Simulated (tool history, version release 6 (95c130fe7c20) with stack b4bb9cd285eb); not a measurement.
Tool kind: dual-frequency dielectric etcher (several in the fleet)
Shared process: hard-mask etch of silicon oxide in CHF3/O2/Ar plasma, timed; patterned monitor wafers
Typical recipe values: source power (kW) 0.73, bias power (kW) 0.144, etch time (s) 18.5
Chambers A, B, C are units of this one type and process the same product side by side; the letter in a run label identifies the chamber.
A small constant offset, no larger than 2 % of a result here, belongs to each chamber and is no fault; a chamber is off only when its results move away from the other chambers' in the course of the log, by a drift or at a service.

run,day,source power (kW),bias power (kW),etch time (s),hours since the last wet clean,hours since the last source power generator calibration,hours since the last bias power generator calibration,"read-back reference wafer on the same gauge, depth_nm",mean etch depth across the wafer (nm)
1A,0.325,0.73,0.144,18.5,467.7,1745.3,610.6,35.065,36.227
2B,0.662,0.73,0.144,18.5,223.4,334.2,349.9,35.13,36.523
3C,0.983,0.73,0.144,18.5,116.7,2343.6,3193.9,35.098,36.369
4C,1.304,0.73,0.144,18.5,124.4,2351.3,3201.6,35.118,36
5A,1.562,0.73,0.144,18.5,497.4,1775,640.3,35.047,35.922
6B,1.904,0.73,0.144,18.5,253.2,364,379.7,35.143,36.374
7B,2.221,0.73,0.144,18.5,260.8,371.6,387.3,35.1,36.997
8A,2.512,0.73,0.144,18.5,520.2,1797.8,663.1,35.091,36.604
9C,2.717,0.73,0.144,18.5,158.3,2385.2,3235.5,35.111,35.951
# day 3.038: chamber A: wet clean of the chamber
10A,3.083,0.73,0.144,18.5,1.2,1811.5,676.8,35.056,35.309
11B,3.262,0.73,0.144,18.5,285.8,396.6,412.3,35.175,36.748
12C,3.617,0.66,0.144,16,179.9,2406.8,3257.1,35.097,30.045
13C,3.992,0.66,0.144,16,188.9,2415.8,3266.1,35.07,30.109
14A,4.212,0.66,0.144,16,28.3,1838.6,703.9,35.066,29.343
15B,4.479,0.87,0.164,18.5,315,425.8,441.5,35.194,40.856
16B,4.829,0.87,0.164,18.5,323.4,434.2,449.9,35.134,40.758
17C,5.125,0.87,0.164,18.5,216.1,2443,3293.3,35.155,40.339
18A,5.483,0.73,0.144,18.5,58.8,1869.1,734.4,35.09,35.371
19A,5.667,0.73,0.144,18.5,63.2,1873.5,738.8,35.071,35.32
20C,5.879,0.73,0.144,20.5,234.2,2461.1,3311.4,35.145,39.514
21B,6.133,0.73,0.144,20.5,354.7,465.5,481.2,35.117,41.092
22A,6.321,0.73,0.144,20.5,78.9,1889.2,754.5,35.047,39.253
23B,6.504,0.73,0.144,18.5,363.6,474.4,490.1,35.1,36.426
24C,6.762,0.65,0.168,18.5,255.4,2482.3,3332.6,35.127,35.832
25A,7.046,0.65,0.168,18.5,96.3,1906.6,771.9,35.108,35.508
26C,7.375,0.65,0.168,18.5,270.1,2497,3347.3,35.114,36.25

For the next run the whole fleet of 3 chambers uses the same settings. Give each chamber's results:
27A,7.65,0.73,0.144,18.5,,,,,?
27B,7.65,0.73,0.144,18.5,,,,,?
27C,7.65,0.73,0.144,18.5,,,,,?

run,mean etch depth across the wafer (nm)
27A,35.548
27B,36.302
27C,36.275
